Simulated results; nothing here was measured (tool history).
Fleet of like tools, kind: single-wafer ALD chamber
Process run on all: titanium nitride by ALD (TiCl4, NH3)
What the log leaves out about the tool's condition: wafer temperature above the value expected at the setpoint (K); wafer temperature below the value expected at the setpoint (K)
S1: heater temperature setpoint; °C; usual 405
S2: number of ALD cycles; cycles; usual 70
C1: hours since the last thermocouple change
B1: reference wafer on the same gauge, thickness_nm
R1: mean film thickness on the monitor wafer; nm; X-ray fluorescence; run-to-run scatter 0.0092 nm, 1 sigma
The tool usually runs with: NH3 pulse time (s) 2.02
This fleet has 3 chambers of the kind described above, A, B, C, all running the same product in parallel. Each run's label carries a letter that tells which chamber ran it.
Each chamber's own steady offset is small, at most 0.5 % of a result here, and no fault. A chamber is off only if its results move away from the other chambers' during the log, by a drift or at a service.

{"run": "1C", "hour": 15.4, "S1": 405, "S2": 70, "NH3 pulse time (s)": 2.02, "C1": 1203.4, "B1": 1.7402, "R1": 1.5396}
{"run": "2A", "hour": 24.3, "S1": 405, "S2": 70, "NH3 pulse time (s)": 2.02, "C1": 342.3, "B1": 1.7419, "R1": 1.5234}
{"run": "3B", "hour": 37.0, "S1": 405, "S2": 70, "NH3 pulse time (s)": 2.02, "C1": 180.6, "B1": 1.739, "R1": 1.5525}
{"run": "4A", "hour": 44.6, "S1": 405, "S2": 70, "NH3 pulse time (s)": 2.02, "C1": 362.6, "B1": 1.7391, "R1": 1.5398}
{"run": "5B", "hour": 51.9, "S1": 405, "S2": 70, "NH3 pulse time (s)": 2.02, "C1": 195.5, "B1": 1.7407, "R1": 1.5483}
{"run": "6C", "hour": 66.6, "S1": 405, "S2": 70, "NH3 pulse time (s)": 2.02, "C1": 1254.6, "B1": 1.7414, "R1": 1.5425}
{"run": "7A", "hour": 77.7, "S1": 410, "S2": 58, "NH3 pulse time (s)": 2.02, "C1": 395.7, "B1": 1.739, "R1": 1.2656}
{"run": "8C", "hour": 85.9, "S1": 410, "S2": 58, "NH3 pulse time (s)": 2.02, "C1": 1273.9, "B1": 1.7386, "R1": 1.2982}
{"run": "9B", "hour": 93.3, "S1": 410, "S2": 58, "NH3 pulse time (s)": 2.02, "C1": 236.9, "B1": 1.7395, "R1": 1.2755}
{"run": "10C", "hour": 103.6, "S1": 405, "S2": 70, "NH3 pulse time (s)": 2.02, "C1": 1291.6, "B1": 1.7408, "R1": 1.5516}
{"run": "11A", "hour": 115.7, "S1": 405, "S2": 70, "NH3 pulse time (s)": 2.02, "C1": 433.7, "B1": 1.7411, "R1": 1.5469}
{"run": "12B", "hour": 131.0, "S1": 405, "S2": 70, "NH3 pulse time (s)": 2.02, "C1": 274.6, "B1": 1.739, "R1": 1.537}
{"run": "13B", "hour": 141.5, "S1": 405, "S2": 70, "NH3 pulse time (s)": 2.02, "C1": 285.1, "B1": 1.7407, "R1": 1.5449}
{"run": "14C", "hour": 156.1, "S1": 405, "S2": 70, "NH3 pulse time (s)": 2.02, "C1": 1344.1, "B1": 1.7396, "R1": 1.5592}
{"run": "15A", "hour": 168.6, "S1": 405, "S2": 70, "NH3 pulse time (s)": 2.02, "C1": 486.6, "B1": 1.7363, "R1": 1.5525}
{"run": "16A", "hour": 181.5, "S1": 405, "S2": 70, "NH3 pulse time (s)": 2.02, "C1": 499.5, "B1": 1.7417, "R1": 1.5503}
{"run": "17B", "hour": 192.8, "S1": 405, "S2": 70, "NH3 pulse time (s)": 2.02, "C1": 336.4, "B1": 1.7387, "R1": 1.5421}
{"run": "18C", "hour": 201.7, "S1": 412, "S2": 70, "NH3 pulse time (s)": 1.34, "C1": 1389.7, "B1": 1.7402, "R1": 1.5164}
{"run": "19B", "hour": 217.0, "S1": 412, "S2": 70, "NH3 pulse time (s)": 1.34, "C1": 360.6, "B1": 1.7405, "R1": 1.5332}
{"run": "20A", "hour": 228.5, "S1": 412, "S2": 70, "NH3 pulse time (s)": 1.34, "C1": 546.5, "B1": 1.7397, "R1": 1.5212}
{"run": "21C", "hour": 239.7, "S1": 405, "S2": 70, "NH3 pulse time (s)": 2.02, "C1": 1427.7, "B1": 1.7432, "R1": 1.5468}
{"run": "22C", "hour": 253.2, "S1": 405, "S2": 70, "NH3 pulse time (s)": 2.02, "C1": 1441.2, "B1": 1.7407, "R1": 1.539}
{"run": "23A", "hour": 260.7, "S1": 405, "S2": 70, "NH3 pulse time (s)": 2.02, "C1": 578.7, "B1": 1.7426, "R1": 1.5422}
{"run": "24B", "hour": 276.1, "S1": 405, "S2": 70, "NH3 pulse time (s)": 2.73, "C1": 419.7, "B1": 1.7419, "R1": 1.5716}
{"run": "25B", "hour": 283.4, "S1": 405, "S2": 70, "NH3 pulse time (s)": 2.73, "C1": 427, "B1": 1.7427, "R1": 1.556}
{"run": "26C", "hour": 297.6, "S1": 405, "S2": 70, "NH3 pulse time (s)": 2.73, "C1": 1485.6, "B1": 1.7409, "R1": 1.5609}
{"run": "27A", "hour": 308.0, "S1": 405, "S2": 70, "NH3 pulse time (s)": 2.02, "C1": 626, "B1": 1.7403, "R1": 1.5434}
{"run": "28B", "hour": 317.1, "S1": 405, "S2": 70, "NH3 pulse time (s)": 2.02, "C1": 460.7, "B1": 1.7384, "R1": 1.5397}
{"run": "29A", "hour": 327.6, "S1": 405, "S2": 70, "NH3 pulse time (s)": 2.02, "C1": 645.6, "B1": 1.7391, "R1": 1.5481}
{"run": "30C", "hour": 340.8, "S1": 405, "S2": 70, "NH3 pulse time (s)": 2.02, "C1": 1528.8, "B1": 1.7393, "R1": 1.5293}
{"run": "31A", "hour": 351.9, "S1": 405, "S2": 70, "NH3 pulse time (s)": 2.02, "C1": 669.9, "B1": 1.74, "R1": 1.5446}

Next, every chamber runs the same settings. What will each give?
{"run": "32A", "hour": 363.0, "S1": 405, "S2": 70, "NH3 pulse time (s)": 2.02, "R1": "?"}
{"run": "32B", "hour": 363.0, "S1": 405, "S2": 70, "NH3 pulse time (s)": 2.02, "R1": "?"}
{"run": "32C", "hour": 363.0, "S1": 405, "S2": 70, "NH3 pulse time (s)": 2.02, "R1": "?"}

run=32A R1=1.5243
run=32B R1=1.5497
run=32C R1=1.5454
